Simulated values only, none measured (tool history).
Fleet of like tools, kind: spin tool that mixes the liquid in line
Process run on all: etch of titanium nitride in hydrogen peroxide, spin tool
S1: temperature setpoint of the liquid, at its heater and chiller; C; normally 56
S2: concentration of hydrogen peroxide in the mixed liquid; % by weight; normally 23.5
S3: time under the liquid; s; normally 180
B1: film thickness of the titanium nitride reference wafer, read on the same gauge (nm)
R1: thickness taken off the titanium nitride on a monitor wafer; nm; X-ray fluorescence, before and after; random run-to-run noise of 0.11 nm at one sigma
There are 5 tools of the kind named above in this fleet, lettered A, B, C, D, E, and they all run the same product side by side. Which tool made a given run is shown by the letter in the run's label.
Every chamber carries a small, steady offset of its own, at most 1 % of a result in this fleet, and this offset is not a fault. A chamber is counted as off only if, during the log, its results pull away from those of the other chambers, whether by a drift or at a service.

run 1B hour=2.2 | S1=56 S2=23.5 S3=180 | B1=50.026 | R1=11.826
run 2A hour=5 | S1=56 S2=23.5 S3=180 | B1=50.008 | R1=11.73
run 3E hour=8 | S1=56 S2=23.5 S3=180 | B1=49.991 | R1=11.537
run 4C hour=11.8 | S1=56 S2=23.5 S3=180 | B1=49.986 | R1=11.438
run 5D hour=16 | S1=56 S2=23.5 S3=180 | B1=50.002 | R1=11.542
run 6D hour=18.8 | S1=56 S2=23.5 S3=180 | B1=50 | R1=11.667
run 7E hour=21.9 | S1=56 S2=23.5 S3=180 | B1=49.979 | R1=11.686
-- hour=22.2 chamber B: new drum of peroxide connected
run 8B hour=24.2 | S1=56 S2=28.5 S3=180 | B1=49.957 | R1=12.425
run 9A hour=28.3 | S1=56 S2=28.5 S3=180 | B1=49.981 | R1=12.19
run 10C hour=31.3 | S1=56 S2=28.5 S3=180 | B1=50.028 | R1=12.027
run 11C hour=34.4 | S1=56 S2=28.5 S3=180 | B1=50.012 | R1=12.172
-- hour=37.8 chamber B: thermometer replaced
run 12E hour=39.2 | S1=56 S2=28.5 S3=180 | B1=49.99 | R1=12.113
run 13D hour=42.2 | S1=56 S2=23.5 S3=180 | B1=49.97 | R1=11.746
run 14B hour=45.9 | S1=56 S2=23.5 S3=180 | B1=50.03 | R1=11.815
run 15A hour=48.6 | S1=56 S2=23.5 S3=180 | B1=49.981 | R1=11.316
run 16A hour=52.8 | S1=56 S2=23.5 S3=180 | B1=50.028 | R1=11.356
run 17E hour=55 | S1=56 S2=23.5 S3=180 | B1=50.02 | R1=11.796
run 18B hour=59 | S1=62.5 S2=23.5 S3=180 | B1=50.016 | R1=18.29
run 19D hour=61.8 | S1=62.5 S2=23.5 S3=180 | B1=50.028 | R1=18.405
run 20C hour=66 | S1=62.5 S2=23.5 S3=180 | B1=49.999 | R1=17.946
run 21E hour=68.9 | S1=62.5 S2=23.5 S3=180 | B1=49.99 | R1=18.089
run 22A hour=72 | S1=62.5 S2=23.5 S3=180 | B1=49.998 | R1=17.587
run 23D hour=74.4 | S1=56 S2=23.5 S3=180 | B1=49.992 | R1=11.67
run 24C hour=77.6 | S1=56 S2=23.5 S3=180 | B1=49.988 | R1=11.632
-- hour=80 chamber A: peroxide flow meter replaced
run 25B hour=80.5 | S1=56 S2=23.5 S3=180 | B1=50.005 | R1=11.676
run 26C hour=84.4 | S1=56 S2=23.5 S3=180 | B1=50.004 | R1=11.608
run 27A hour=89.1 | S1=56 S2=23.5 S3=180 | B1=50.003 | R1=10.843
run 28E hour=91.9 | S1=56 S2=23.5 S3=180 | B1=49.983 | R1=11.784
run 29B hour=94.6 | S1=56 S2=23.5 S3=180 | B1=49.975 | R1=11.786
run 30D hour=98.1 | S1=56 S2=23.5 S3=180 | B1=50.001 | R1=11.877
run 31A hour=100.7 | S1=51.5 S2=23.5 S3=180 | B1=50.021 | R1=7.8232
run 32E hour=103.6 | S1=51.5 S2=23.5 S3=180 | B1=50.022 | R1=8.4394
run 33C hour=107.8 | S1=51.5 S2=23.5 S3=180 | B1=50.018 | R1=8.4673
run 34B hour=112.7 | S1=51.5 S2=23.5 S3=180 | B1=49.946 | R1=8.4617
run 35D hour=116.2 | S1=51.5 S2=23.5 S3=180 | B1=50.013 | R1=8.5091
run 36E hour=118.7 | S1=56 S2=23.5 S3=180 | B1=50.01 | R1=11.528

For the next run the whole fleet of 5 chambers uses the same settings. Give each chamber's results:
run 37A hour=122.2 | S1=56 S2=23.5 S3=180 | R1=?
run 37B hour=122.2 | S1=56 S2=23.5 S3=180 | R1=?
run 37C hour=122.2 | S1=56 S2=23.5 S3=180 | R1=?
run 37D hour=122.2 | S1=56 S2=23.5 S3=180 | R1=?
run 37E hour=122.2 | S1=56 S2=23.5 S3=180 | R1=?

run=37A R1=10.628
run=37B R1=11.739
run=37C R1=11.571
run=37D R1=11.841
run=37E R1=11.619
